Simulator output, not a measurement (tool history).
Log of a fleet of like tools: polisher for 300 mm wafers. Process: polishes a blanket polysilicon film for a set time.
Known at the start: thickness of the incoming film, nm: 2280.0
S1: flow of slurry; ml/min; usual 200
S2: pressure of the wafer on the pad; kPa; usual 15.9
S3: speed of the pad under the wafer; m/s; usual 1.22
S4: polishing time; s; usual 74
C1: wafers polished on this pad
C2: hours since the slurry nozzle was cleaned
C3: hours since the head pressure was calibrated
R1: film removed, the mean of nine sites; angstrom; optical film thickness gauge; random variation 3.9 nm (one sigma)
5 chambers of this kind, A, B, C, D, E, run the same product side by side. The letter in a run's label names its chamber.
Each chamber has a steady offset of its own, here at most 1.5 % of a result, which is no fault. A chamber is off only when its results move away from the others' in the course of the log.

run	hour	S1	S2	S3	S4	C1	C2	C3	R1
1E	4.4	200	15.9	1.22	74	602	135.5	284.6	6080.1
2D	9.6	200	15.9	1.22	74	214	374.4	733.8	6158.2
3A	17.5	200	15.9	1.22	74	1050	285.3	473.2	6153.4
# hour 19.8: chamber A: worn pad replaced by a new one
4C	24.2	200	15.9	1.22	74	897	127.2	843.5	6096.0
5B	30.8	175	11.7	1.22	74	966	81.0	1130.8	4488.4
6D	36.9	175	11.7	1.22	74	598	401.7	761.1	4461.6
7B	43.6	175	11.7	1.22	74	1146	93.8	1143.6	4441.1
# hour 47.5: chamber E: worn pad replaced by a new one
8A	49.5	175	11.7	1.22	74	417	317.3	505.2	4540.7
9E	53.4	175	11.7	1.22	74	83	184.5	333.6	4378.8
# hour 56.5: chamber B: head pressure recalibrated
10C	60.3	200	15.9	1.22	74	1404	163.3	879.6	6178.4
# hour 67.5: chamber C: worn pad replaced by a new one
11A	67.5	200	15.9	1.22	74	670	335.3	523.2	6260.0
# hour 68.2: chamber B: worn pad replaced by a new one
# hour 73.7: chamber E: slurry nozzle cleaned
12C	74.6	200	15.9	1.22	74	100	177.6	893.9	6142.3
# hour 75.3: chamber D: worn pad replaced by a new one
13B	81.8	200	15.9	1.22	74	191	132.0	25.4	6138.1
14E	88.5	200	15.9	1.22	74	575	14.8	368.7	6077.7
15D	92.7	200	15.9	1.22	74	244	457.5	816.9	6110.2
# hour 93.6: chamber A: head pressure recalibrated
16B	100.7	200	15.9	1.22	74	457	150.9	44.3	6142.1
# hour 101.3: chamber A: worn pad replaced by a new one
17A	108.6	200	15.9	1.22	74	102	376.4	15.0	6620.1
# hour 110.0: chamber D: head pressure recalibrated
# hour 114.1: chamber E: head pressure recalibrated
18D	116.1	200	19.3	1.22	74	573	480.9	6.2	7456.4
19C	124.8	200	19.3	1.22	74	805	227.8	944.1	7449.3
20E	128.8	200	19.3	1.22	74	1141	55.1	14.8	7388.8
# hour 133.2: chamber E: worn pad replaced by a new one
21B	133.6	200	19.3	1.22	74	919	183.8	77.2	7416.0
# hour 140.5: chamber D: slurry nozzle cleaned
22A	141.3	200	19.3	1.22	74	561	409.1	47.7	7982.9
# hour 146.7: chamber B: slurry nozzle cleaned
23C	148.3	200	15.9	1.22	74	1135	251.3	967.6	6120.5
24E	153.6	200	18.6	1.22	74	287	79.9	39.6	7134.4
25D	161.6	200	18.6	1.22	74	1212	21.1	51.7	7190.1
# hour 167.9: chamber B: worn pad replaced by a new one
26B	169.6	200	18.6	1.22	74	24	23.0	113.2	7167.1
# hour 171.9: chamber C: worn pad replaced by a new one
27C	173.7	200	18.6	1.22	74	25	276.7	993.0	7275.1
# hour 175.5: chamber A: worn pad replaced by a new one
28E	177.9	200	18.6	1.22	74	628	104.2	63.9	7091.7
# hour 180.4: chamber D: worn pad replaced by a new one
29A	183.1	245	13.8	1.22	74	107	450.9	89.5	5881.8
30D	188.3	245	13.8	1.22	74	111	47.8	78.4	5431.0

What goes on in this fleet: one chamber off, a drifting gauge, or nothing beyond the chambers' own small offsets? Name the chamber and the cause, if any.

A service left chamber A off against the others.
Cause: head's pressure above its setpoint, % = 6.38.

Here are 4 candidates for chamber A's next run, each the usual settings with a change, their results left as question marks. Which one brings its results back in line with what the others give on the usual settings?
In line means no further than this from the other chambers' mean on the usual settings: R1 140.0 angstrom
31A-1	194.5	200	15.9	1.20	73				?
31A-2	194.5	200	15.2	1.18	74				?
31A-3	194.5	200	15.9	1.26	74				?
31A-4	194.5	200	15.9	1.32	74				?

The other chambers' mean on the usual settings: R1 6115.1 angstrom
run	R1
31A-1	6406.6
31A-2	6112.2
31A-3	6816.5
31A-4	7138.7
31A-2 brings the chamber back in line.

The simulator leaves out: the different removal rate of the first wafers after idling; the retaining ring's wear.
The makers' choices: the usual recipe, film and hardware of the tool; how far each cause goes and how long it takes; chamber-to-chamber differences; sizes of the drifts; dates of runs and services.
